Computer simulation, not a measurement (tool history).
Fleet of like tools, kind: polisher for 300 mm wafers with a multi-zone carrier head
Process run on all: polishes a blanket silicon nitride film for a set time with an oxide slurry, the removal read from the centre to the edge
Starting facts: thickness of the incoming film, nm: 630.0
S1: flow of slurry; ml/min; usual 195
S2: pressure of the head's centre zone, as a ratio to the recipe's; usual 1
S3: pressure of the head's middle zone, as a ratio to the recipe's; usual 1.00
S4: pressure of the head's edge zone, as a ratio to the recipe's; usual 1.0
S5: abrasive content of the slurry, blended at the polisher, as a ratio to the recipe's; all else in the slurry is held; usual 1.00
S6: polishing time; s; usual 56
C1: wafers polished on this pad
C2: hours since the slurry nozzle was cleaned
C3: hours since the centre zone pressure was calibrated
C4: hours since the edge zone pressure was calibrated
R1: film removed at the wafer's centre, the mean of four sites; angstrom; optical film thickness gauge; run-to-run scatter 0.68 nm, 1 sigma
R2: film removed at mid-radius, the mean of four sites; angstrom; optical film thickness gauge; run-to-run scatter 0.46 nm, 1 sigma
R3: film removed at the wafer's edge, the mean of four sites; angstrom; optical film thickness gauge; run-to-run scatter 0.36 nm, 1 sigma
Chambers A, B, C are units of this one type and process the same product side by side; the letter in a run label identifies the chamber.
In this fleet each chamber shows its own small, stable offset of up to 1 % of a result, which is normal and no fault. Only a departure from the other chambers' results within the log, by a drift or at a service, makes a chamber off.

At day 0.112: chamber C: worn pad replaced by a new one.
Run 1A, day 0.433: usual settings; C1 1103; C2 367.4; C3 1136.0; C4 822.0. Result: R1 501.15 angstrom, R2 503.70 angstrom, R3 495.68 angstrom.
Run 2C, day 0.871: usual settings; C1 176; C2 467.5; C3 1269.4; C4 160.5. Result: R1 515.53 angstrom, R2 499.23 angstrom, R3 503.68 angstrom.
Run 3B, day 1.183: usual settings; C1 710; C2 503.2; C3 224.6; C4 401.0. Result: R1 504.85 angstrom, R2 503.51 angstrom, R3 505.18 angstrom.
At day 1.575: chamber B: worn pad replaced by a new one.
Run 4B, day 1.692: usual settings; C1 27; C2 515.4; C3 236.8; C4 413.2. Result: R1 505.70 angstrom, R2 500.14 angstrom, R3 503.36 angstrom.
Run 5C, day 2.242: usual settings; C1 494; C2 500.4; C3 1302.3; C4 193.4. Result: R1 501.96 angstrom, R2 500.40 angstrom, R3 501.07 angstrom.
At day 2.321: chamber A: worn pad replaced by a new one.
Run 6A, day 2.604: usual settings but S1 140 ml/min, S5 1.20; C1 66; C2 419.5; C3 1188.1; C4 874.1. Result: R1 506.53 angstrom, R2 506.37 angstrom, R3 516.27 angstrom.
Run 7A, day 2.892: usual settings but S1 140 ml/min, S5 1.20; C1 133; C2 426.4; C3 1195.0; C4 881.0. Result: R1 498.26 angstrom, R2 509.83 angstrom, R3 517.67 angstrom.
Run 8C, day 3.133: usual settings but S1 140 ml/min, S5 1.20; C1 701; C2 521.8; C3 1323.7; C4 214.8. Result: R1 506.54 angstrom, R2 512.43 angstrom, R3 522.24 angstrom.
At day 3.138: chamber A: edge zone pressure recalibrated.
Run 9B, day 3.517: usual settings; C1 451; C2 559.2; C3 280.6; C4 457.0. Result: R1 503.87 angstrom, R2 493.59 angstrom, R3 505.56 angstrom.
At day 3.821: chamber C: worn pad replaced by a new one.
Run 10C, day 3.879: usual settings; C1 14; C2 539.7; C3 1341.6; C4 232.7. Result: R1 510.05 angstrom, R2 506.09 angstrom, R3 506.27 angstrom.
At day 3.904: chamber C: slurry nozzle cleaned.
Run 11B, day 4.125: usual settings; C1 592; C2 573.8; C3 295.2; C4 471.6. Result: R1 504.10 angstrom, R2 501.07 angstrom, R3 506.04 angstrom.
Run 12A, day 4.467: usual settings; C1 498; C2 464.2; C3 1232.8; C4 32.0. Result: R1 508.05 angstrom, R2 510.04 angstrom, R3 499.84 angstrom.
Run 13B, day 4.862: usual settings but S1 240 ml/min; C1 763; C2 591.5; C3 312.9; C4 489.3. Result: R1 513.11 angstrom, R2 508.29 angstrom, R3 508.30 angstrom.
At day 4.996: chamber B: worn pad replaced by a new one.
Run 14A, day 5.267: usual settings but S1 240 ml/min; C1 684; C2 483.4; C3 1252.0; C4 51.2. Result: R1 521.19 angstrom, R2 515.72 angstrom, R3 512.59 angstrom.
At day 5.417: chamber C: centre zone pressure recalibrated.
Run 15C, day 5.567: usual settings but S1 240 ml/min; C1 405; C2 39.9; C3 3.6; C4 273.2. Result: R1 511.96 angstrom, R2 515.78 angstrom, R3 513.07 angstrom.
Run 16A, day 5.879: usual settings but S4 0.9, S5 1.10; C1 826; C2 498.1; C3 1266.7; C4 65.9. Result: R1 514.55 angstrom, R2 522.03 angstrom, R3 494.28 angstrom.
Run 17B, day 6.162: usual settings but S4 0.9, S5 1.10; C1 271; C2 622.7; C3 344.1; C4 520.5. Result: R1 528.29 angstrom, R2 523.67 angstrom, R3 499.32 angstrom.
At day 6.304: chamber A: centre zone pressure recalibrated.
Run 18C, day 6.425: usual settings but S4 0.9, S5 1.10; C1 605; C2 60.5; C3 24.2; C4 293.8. Result: R1 536.18 angstrom, R2 526.72 angstrom, R3 495.15 angstrom.
Run 19C, day 6.846: usual settings; C1 702; C2 70.6; C3 34.3; C4 303.9. Result: R1 505.40 angstrom, R2 503.06 angstrom, R3 507.18 angstrom.
Run 20B, day 7.217: usual settings but S1 145 ml/min, S5 1.25; C1 516; C2 648.0; C3 369.4; C4 545.8. Result: R1 516.43 angstrom, R2 517.24 angstrom, R3 532.93 angstrom.
Run 21A, day 7.542: usual settings but S1 145 ml/min, S5 1.25; C1 1212; C2 538.0; C3 29.8; C4 105.8. Result: R1 564.80 angstrom, R2 519.84 angstrom, R3 529.18 angstrom.
Run 22A, day 7.925: usual settings but S1 145 ml/min, S5 1.25; C1 1301; C2 547.2; C3 39.0; C4 115.0. Result: R1 571.05 angstrom, R2 521.10 angstrom, R3 531.72 angstrom.
At day 7.933: chamber C: worn pad replaced by a new one.
At day 7.942: chamber B: worn pad replaced by a new one.
At day 8.238: chamber A: slurry nozzle cleaned.
Run 23B, day 8.342: usual settings; C1 93; C2 675.0; C3 396.4; C4 572.8. Result: R1 496.40 angstrom, R2 502.47 angstrom, R3 508.49 angstrom.
At day 8.850: chamber A: worn pad replaced by a new one.
Run 24C, day 8.858: usual settings; C1 214; C2 118.9; C3 82.6; C4 352.2. Result: R1 515.49 angstrom, R2 502.51 angstrom, R3 502.01 angstrom.
Run 25B, day 9.325: usual settings; C1 321; C2 698.6; C3 420.0; C4 596.4. Result: R1 494.46 angstrom, R2 497.87 angstrom, R3 500.83 angstrom.
Run 26C, day 9.650: usual settings; C1 398; C2 137.9; C3 101.6; C4 371.2. Result: R1 526.00 angstrom, R2 504.92 angstrom, R3 503.74 angstrom.
Run 27A, day 9.967: usual settings; C1 259; C2 41.6; C3 88.0; C4 164.0. Result: R1 539.05 angstrom, R2 512.64 angstrom, R3 501.47 angstrom.
Run 28C, day 10.329: usual settings; C1 556; C2 154.2; C3 117.9; C4 387.5. Result: R1 502.70 angstrom, R2 494.26 angstrom, R3 500.95 angstrom.
Run 29B, day 10.692: usual settings; C1 638; C2 731.4; C3 452.8; C4 629.2. Result: R1 505.05 angstrom, R2 501.76 angstrom, R3 494.53 angstrom.
At day 10.967: chamber B: worn pad replaced by a new one.
Run 30A, day 11.225: usual settings; C1 551; C2 71.8; C3 118.2; C4 194.2. Result: R1 542.93 angstrom, R2 501.76 angstrom, R3 498.74 angstrom.
Run 31C, day 11.738: usual settings but S1 135 ml/min, S5 0.75; C1 882; C2 188.0; C3 151.7; C4 421.3. Result: R1 406.37 angstrom, R2 404.29 angstrom, R3 417.75 angstrom.
At day 11.838: chamber C: worn pad replaced by a new one.
Run 32A, day 12.246: usual settings but S1 135 ml/min, S5 0.75; C1 788; C2 96.3; C3 142.7; C4 218.7. Result: R1 437.04 angstrom, R2 404.51 angstrom, R3 411.38 angstrom.
Run 33B, day 12.746: usual settings but S1 135 ml/min, S5 0.75; C1 413; C2 780.7; C3 502.1; C4 678.5. Result: R1 403.44 angstrom, R2 405.79 angstrom, R3 415.40 angstrom.
Run 34A, day 13.146: usual settings; C1 997; C2 117.9; C3 164.3; C4 240.3. Result: R1 550.92 angstrom, R2 497.62 angstrom, R3 500.93 angstrom.
Run 35C, day 13.425: usual settings; C1 369; C2 228.5; C3 192.2; C4 461.8. Result: R1 503.95 angstrom, R2 507.16 angstrom, R3 505.12 angstrom.
Run 36B, day 13.900: usual settings; C1 681; C2 808.4; C3 529.8; C4 706.2. Result: R1 500.86 angstrom, R2 500.91 angstrom, R3 508.31 angstrom.
At day 13.933: chamber B: worn pad replaced by a new one.
Run 37B, day 14.154: usual settings but S3 1.06; C1 51; C2 814.5; C3 535.9; C4 712.3. Result: R1 508.89 angstrom, R2 536.60 angstrom, R3 507.99 angstrom.
Run 38C, day 14.683: usual settings but S3 1.06; C1 661; C2 258.7; C3 222.4; C4 492.0. Result: R1 507.79 angstrom, R2 537.12 angstrom, R3 498.05 angstrom.
At day 14.950: chamber A: worn pad replaced by a new one.
Run 39A, day 14.975: usual settings but S3 1.06; C1 5; C2 161.8; C3 208.2; C4 284.2. Result: R1 552.16 angstrom, R2 534.56 angstrom, R3 499.67 angstrom.
At day 15.021: chamber B: edge zone pressure recalibrated.
Run 40C, day 15.283: usual settings; C1 800; C2 273.1; C3 236.8; C4 506.4. Result: R1 504.28 angstrom, R2 505.14 angstrom, R3 505.93 angstrom.
Run 41B, day 15.592: usual settings; C1 385; C2 849.0; C3 570.4; C4 13.8. Result: R1 495.05 angstrom, R2 501.37 angstrom, R3 501.51 angstrom.

The same settings go to every chamber for the next run, one line per chamber below. Forecast the results for each:
Run 42A, day 15.983: usual settings. Result: R1 ?, R2 ?, R3 ?.
Run 42B, day 15.983: usual settings. Result: R1 ?, R2 ?, R3 ?.
Run 42C, day 15.983: usual settings. Result: R1 ?, R2 ?, R3 ?.

run      R1      R2      R3
42A  546.52  498.46  503.59
42B  498.79  500.35  510.27
42C  510.08  495.81  503.34
